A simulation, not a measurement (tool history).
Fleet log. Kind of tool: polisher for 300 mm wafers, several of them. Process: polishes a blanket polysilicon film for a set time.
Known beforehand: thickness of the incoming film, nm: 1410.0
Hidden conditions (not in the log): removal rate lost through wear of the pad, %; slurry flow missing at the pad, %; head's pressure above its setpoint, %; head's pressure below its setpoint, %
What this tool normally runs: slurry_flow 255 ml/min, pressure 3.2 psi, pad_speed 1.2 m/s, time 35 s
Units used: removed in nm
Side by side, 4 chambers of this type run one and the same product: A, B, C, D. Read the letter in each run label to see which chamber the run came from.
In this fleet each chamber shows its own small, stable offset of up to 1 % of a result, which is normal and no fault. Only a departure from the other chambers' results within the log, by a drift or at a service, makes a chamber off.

run   hour  slurry_flow  pressure  pad_speed  time  wafers polished on this pad  hours since the slurry nozzle was cleaned  hours since the head pressure was calibrated  removed
 1D    5.4          255       3.2        1.2    35                          616                                      283.8                                         251.5   458.29
 2A    8.5          255       3.2        1.2    35                          360                                       81.5                                         785.1   456.51
 3B   13.5          255       3.2        1.2    35                          886                                      471.9                                        1435.7   460.47
 4C   18.8          255       3.2        1.2    35                          852                                      220.3                                          68.5   459.09
      19.5  -- chamber B: slurry nozzle cleaned
      19.5  -- chamber C: worn pad replaced by a new one
 5B   21.5          255       3.2        1.2    35                          970                                          2                                        1443.7   455.27
 6A   24.9          255       3.2        1.2    35                          531                                       97.9                                         801.5   442.81
 7C   30.2          255       3.2        1.2    35                          112                                      231.7                                          79.9   459.44
      31.8  -- chamber B: worn pad replaced by a new one
 8D   33.2          255       3.2        1.2    35                          906                                      311.6                                         279.3   465.68
 9D     37          255       3.2        1.2    35                          946                                      315.4                                         283.1   454.39
10B   42.6          255       3.2        1.2    35                          113                                       23.1                                        1464.8   458.23
11C   45.9          255       3.2        1.2    35                          276                                      247.4                                          95.6    462.7
12A   49.9          255       3.2        1.2    35                          792                                      122.9                                         826.5   448.31
13B   53.5          255       3.2        1.2    35                          227                                         34                                        1475.7   458.66
14D   58.4          255       3.2        1.2    35                         1169                                      336.8                                         304.5   460.06
      60.3  -- chamber A: worn pad replaced by a new one
15A   63.8          295       3.2        1.2    35                           36                                      136.8                                         840.4   461.27
16C   66.3          295       3.2        1.2    35                          489                                      267.8                                           116   468.22
17C   69.6          295       3.2        1.2    35                          523                                      271.1                                         119.3   471.87
18A   74.7          295       3.2        1.2    35                          150                                      147.7                                         851.3    456.9
19B   77.6          255       3.2        1.2    35                          478                                       58.1                                        1499.8   452.61
20D   82.8          255       3.2        1.2    35                         1424                                      361.2                                         328.9   440.56
21D   85.3          255       3.2        1.2    35                         1450                                      363.7                                         331.4   437.76
      88.8  -- chamber B: head pressure recalibrated
22B   90.1          255       3.2        1.2    35                          609                                       70.6                                           1.3   459.55
23A   93.7          255       3.2        1.2    35                          348                                      166.7                                         870.3   450.19
24C   96.8          255       3.2        1.2    35                          807                                      298.3                                         146.5   456.02
25C  101.4          255       3.2        1.2    35                          855                                      302.9                                         151.1   454.28
     103.9  -- chamber C: worn pad replaced by a new one
       106  -- chamber D: head pressure recalibrated
26B  106.8          255       3.2        1.2    35                          783                                       87.3                                            18   463.33
27A  110.4          255       3.2        1.2    35                          523                                      183.4                                           887   447.39
28D  113.3          255       3.2        1.2    35                         1742                                      391.7                                           7.3   425.74
29C    118          255       3.2        1.2    35                          147                                      319.5                                         167.7   455.65
30D  122.6          255       3.2        1.2    35                         1839                                        401                                          16.6   436.36
31A  127.9          255       3.2        1.2    35                          705                                      200.9                                         904.5   451.09
32B  131.6          255       3.2        1.2    35                         1042                                      112.1                                          42.8   456.24
33A  135.1          255       3.2        1.2    35                          780                                      208.1                                         911.7   446.49
     135.4  -- chamber A: worn pad replaced by a new one
34B  138.2          255       3.2        1.2    35                         1111                                      118.7                                          49.4   469.77
35C  143.1          255       3.2        1.2    35                          409                                      344.6                                         192.8   458.77
       147  -- chamber B: worn pad replaced by a new one
36D  147.2          255       3.2        1.2    35                         2096                                      425.6                                          41.2   414.42
37A  149.9          255       3.2        1.2    35                          152                                      222.9                                         926.5   453.76
38D  152.4          255       3.2        1.2    35                         2150                                      430.8                                          46.4   415.89
39B  155.1          190       3.2       1.56    35                           85                                      135.6                                          66.3   569.54

All 4 chambers run these settings next. Forecast each chamber's results:
40A   159          255       3.2        1.2    35                                                                                                                              ?
40B   159          255       3.2        1.2    35                                                                                                                              ?
40C   159          255       3.2        1.2    35                                                                                                                              ?
40D   159          255       3.2        1.2    35                                                                                                                              ?

run  removed
40A   450.73
40B   451.21
40C   455.14
40D   404.16
